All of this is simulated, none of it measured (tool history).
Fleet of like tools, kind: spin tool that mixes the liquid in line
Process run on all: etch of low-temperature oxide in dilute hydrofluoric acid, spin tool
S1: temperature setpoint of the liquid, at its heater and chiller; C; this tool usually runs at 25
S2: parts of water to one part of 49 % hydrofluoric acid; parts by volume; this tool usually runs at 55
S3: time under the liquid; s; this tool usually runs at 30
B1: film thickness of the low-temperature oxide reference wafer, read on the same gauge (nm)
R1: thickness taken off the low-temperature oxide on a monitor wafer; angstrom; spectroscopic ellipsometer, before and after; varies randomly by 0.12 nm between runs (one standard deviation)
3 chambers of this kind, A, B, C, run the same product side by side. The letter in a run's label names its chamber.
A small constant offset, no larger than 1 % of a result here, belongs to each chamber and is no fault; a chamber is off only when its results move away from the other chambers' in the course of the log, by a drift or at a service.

{"run": "1C", "hour": 11.3, "S1": 25, "S2": 55, "S3": 30, "B1": 140, "R1": 120.11}
{"run": "2B", "hour": 19.0, "S1": 25, "S2": 55, "S3": 30, "B1": 140.02, "R1": 118.06}
{"run": "3A", "hour": 27.3, "S1": 25, "S2": 55, "S3": 30, "B1": 139.99, "R1": 120.85}
{"run": "4B", "hour": 39.2, "S1": 25, "S2": 55, "S3": 30, "B1": 140, "R1": 118.76}
{"run": "5A", "hour": 47.0, "S1": 25, "S2": 55, "S3": 30, "B1": 139.99, "R1": 120.08}
{"run": "6C", "hour": 53.8, "S1": 25, "S2": 55, "S3": 30, "B1": 140, "R1": 117.97}
{"run": "7C", "hour": 61.4, "S1": 25, "S2": 55, "S3": 30, "B1": 140, "R1": 117.21}
{"run": "8B", "hour": 69.4, "S1": 25, "S2": 55, "S3": 30, "B1": 139.98, "R1": 117.97}
{"run": "9A", "hour": 80.2, "S1": 25, "S2": 55, "S3": 30, "B1": 140.02, "R1": 119.88}
{"run": "10C", "hour": 93.4, "S1": 25, "S2": 55, "S3": 30, "B1": 139.99, "R1": 119.77}
{"run": "11B", "hour": 101.9, "S1": 25, "S2": 55, "S3": 30, "B1": 139.99, "R1": 116.89}
{"run": "12A", "hour": 115.0, "S1": 25, "S2": 55, "S3": 30, "B1": 139.99, "R1": 122.26}
{"run": "13B", "hour": 124.9, "S1": 28, "S2": 55, "S3": 45, "B1": 140.01, "R1": 198.28}
{"run": "14C", "hour": 136.1, "S1": 28, "S2": 55, "S3": 45, "B1": 139.99, "R1": 208.22}
{"run": "15A", "hour": 149.8, "S1": 28, "S2": 55, "S3": 45, "B1": 140, "R1": 204.06}
{"run": "16B", "hour": 162.3, "S1": 25, "S2": 55, "S3": 30, "B1": 140.02, "R1": 118.46}
{"run": "17A", "hour": 170.3, "S1": 25, "S2": 55, "S3": 30, "B1": 140, "R1": 121.79}
{"hour": 176.9, "done": "chamber C: thermometer replaced"}
{"run": "18C", "hour": 183.7, "S1": 25, "S2": 55, "S3": 30, "B1": 140, "R1": 124.2}
{"run": "19B", "hour": 196.5, "S1": 25, "S2": 55, "S3": 30, "B1": 139.99, "R1": 117.23}
{"run": "20C", "hour": 209.3, "S1": 25, "S2": 55, "S3": 30, "B1": 140.01, "R1": 127.87}
{"run": "21A", "hour": 219.8, "S1": 25, "S2": 55, "S3": 30, "B1": 140.01, "R1": 119.82}
{"hour": 226.0, "done": "chamber B: thermometer replaced"}
{"run": "22B", "hour": 226.7, "S1": 25, "S2": 55, "S3": 30, "B1": 140.01, "R1": 118.95}
{"run": "23A", "hour": 235.4, "S1": 25, "S2": 55, "S3": 30, "B1": 140.03, "R1": 121.8}
{"hour": 242.9, "done": "chamber B: hydrofluoric acid flow meter replaced"}
{"run": "24C", "hour": 245.5, "S1": 25, "S2": 55, "S3": 30, "B1": 139.99, "R1": 128.47}
{"run": "25B", "hour": 255.1, "S1": 25, "S2": 55, "S3": 30, "B1": 139.99, "R1": 116.21}
{"run": "26C", "hour": 266.7, "S1": 25, "S2": 55, "S3": 30, "B1": 140.01, "R1": 129.08}
{"run": "27A", "hour": 280.4, "S1": 27, "S2": 55, "S3": 30, "B1": 140.01, "R1": 132.17}
{"run": "28A", "hour": 291.9, "S1": 27, "S2": 55, "S3": 30, "B1": 139.99, "R1": 131.17}
{"run": "29B", "hour": 299.9, "S1": 27, "S2": 55, "S3": 30, "B1": 139.99, "R1": 127.98}

Each of the 3 chambers runs these same settings next. Fill in every chamber's results:
{"run": "30A", "hour": 309.9, "S1": 25, "S2": 25, "S3": 30, "R1": "?"}
{"run": "30B", "hour": 309.9, "S1": 25, "S2": 25, "S3": 30, "R1": "?"}
{"run": "30C", "hour": 309.9, "S1": 25, "S2": 25, "S3": 30, "R1": "?"}

run=30A R1=274.36
run=30B R1=263.17
run=30C R1=303.74

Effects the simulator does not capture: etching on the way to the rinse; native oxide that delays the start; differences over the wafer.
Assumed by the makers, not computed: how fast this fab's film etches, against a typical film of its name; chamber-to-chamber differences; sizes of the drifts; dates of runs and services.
